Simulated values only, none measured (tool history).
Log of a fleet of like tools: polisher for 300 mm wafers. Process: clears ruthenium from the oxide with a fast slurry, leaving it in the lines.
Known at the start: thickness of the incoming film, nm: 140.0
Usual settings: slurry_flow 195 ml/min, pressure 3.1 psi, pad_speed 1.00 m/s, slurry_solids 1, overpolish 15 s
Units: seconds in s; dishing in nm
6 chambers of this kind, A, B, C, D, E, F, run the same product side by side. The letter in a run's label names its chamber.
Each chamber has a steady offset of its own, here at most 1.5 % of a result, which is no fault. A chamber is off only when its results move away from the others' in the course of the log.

run,hour,slurry_flow,pressure,pad_speed,slurry_solids,overpolish,seconds,dishing
1A,4.1,195,3.1,1.00,1,15,32.299,54.564
2C,6.4,195,3.1,1.00,1,15,30.444,52.616
# hour 9.5: chamber D: slurry nozzle cleaned
3B,10.8,195,3.1,1.00,1,15,33.201,53.874
# hour 12.3: chamber B: worn pad replaced by a new one
4E,14.4,195,3.1,1.00,1,15,31.508,52.846
# hour 15.1: chamber E: worn pad replaced by a new one
5F,17.3,195,3.1,1.00,1,15,30.905,53.830
# hour 18.9: chamber E: slurry blender recalibrated
# hour 19.5: chamber C: worn pad replaced by a new one
6D,21.7,195,3.1,1.00,1,15,31.456,55.925
7D,25.9,195,3.1,1.00,1,15,31.777,54.011
8E,28.6,195,3.1,1.00,1,15,30.978,54.539
9C,32.6,195,3.1,1.00,1,15,30.928,52.036
10B,36.8,240,2.6,1.00,1,15,37.276,44.537
# hour 37.5: chamber A: worn pad replaced by a new one
# hour 40.0: chamber D: worn pad replaced by a new one
11F,40.4,240,2.6,1.00,1,15,37.761,47.622
12A,42.7,240,2.6,1.00,1,15,36.535,46.371
13A,47.1,240,2.6,1.00,1,15,35.652,47.104
# hour 50.8: chamber B: worn pad replaced by a new one
14B,50.9,240,2.6,1.00,1,15,36.672,48.575
15E,55.3,240,2.6,1.00,1,15,36.466,47.006
16D,57.6,195,3.1,1.00,1,15,31.451,53.162
# hour 60.3: chamber C: slurry nozzle cleaned
17C,62.5,195,3.1,1.00,1,15,32.071,53.518
# hour 63.0: chamber F: worn pad replaced by a new one
18F,65.9,195,3.1,1.00,1,15,32.028,54.633
19C,70.4,195,4.1,1.00,1,12,24.209,54.682
20E,74.6,195,4.1,1.00,1,12,24.241,57.819
# hour 76.1: chamber E: worn pad replaced by a new one
21F,78.2,195,4.1,1.00,1,12,23.754,55.841
22A,82.5,195,4.1,1.00,1,12,23.305,58.212
# hour 85.1: chamber B: worn pad replaced by a new one
23D,87.3,195,4.1,1.00,1,12,23.449,57.773
24B,90.5,195,4.1,1.00,1,12,23.029,56.562
25F,93.1,195,3.1,1.00,1,15,32.077,53.910
# hour 95.8: chamber C: worn pad replaced by a new one
26E,96.6,195,3.1,1.00,1,15,31.620,54.086
# hour 97.3: chamber E: head pressure recalibrated
# hour 99.2: chamber D: worn pad replaced by a new one
27A,100.6,195,3.1,1.00,1,15,31.138,53.794
28C,105.0,195,3.1,1.00,1,15,31.692,52.512
29D,108.9,195,3.1,1.00,1,15,30.315,55.052
30B,113.2,195,3.1,1.00,1,15,31.460,53.864
31C,116.8,195,4.0,0.66,1,15,36.759,46.796
# hour 118.0: chamber A: worn pad replaced by a new one
32B,119.1,195,4.0,0.66,1,15,37.305,45.516
33D,123.4,195,4.0,0.66,1,15,37.682,46.584
34A,127.3,195,4.0,0.66,1,15,36.665,45.936
35F,130.0,195,4.0,0.66,1,15,36.864,45.767
# hour 130.9: chamber E: worn pad replaced by a new one
36E,134.6,195,4.0,0.66,1,15,36.467,46.585
37D,139.2,195,3.1,1.00,1,15,31.248,55.086
38F,143.1,195,3.1,1.00,1,15,31.707,54.186

Next, every chamber runs the same settings. What will each give?
39A,146.7,195,3.1,1.00,1,15,?,?
39B,146.7,195,3.1,1.00,1,15,?,?
39C,146.7,195,3.1,1.00,1,15,?,?
39D,146.7,195,3.1,1.00,1,15,?,?
39E,146.7,195,3.1,1.00,1,15,?,?
39F,146.7,195,3.1,1.00,1,15,?,?

run,seconds,dishing
39A,31.027,53.584
39B,31.483,53.977
39C,31.595,53.320
39D,30.574,54.082
39E,31.467,53.577
39F,31.426,54.738

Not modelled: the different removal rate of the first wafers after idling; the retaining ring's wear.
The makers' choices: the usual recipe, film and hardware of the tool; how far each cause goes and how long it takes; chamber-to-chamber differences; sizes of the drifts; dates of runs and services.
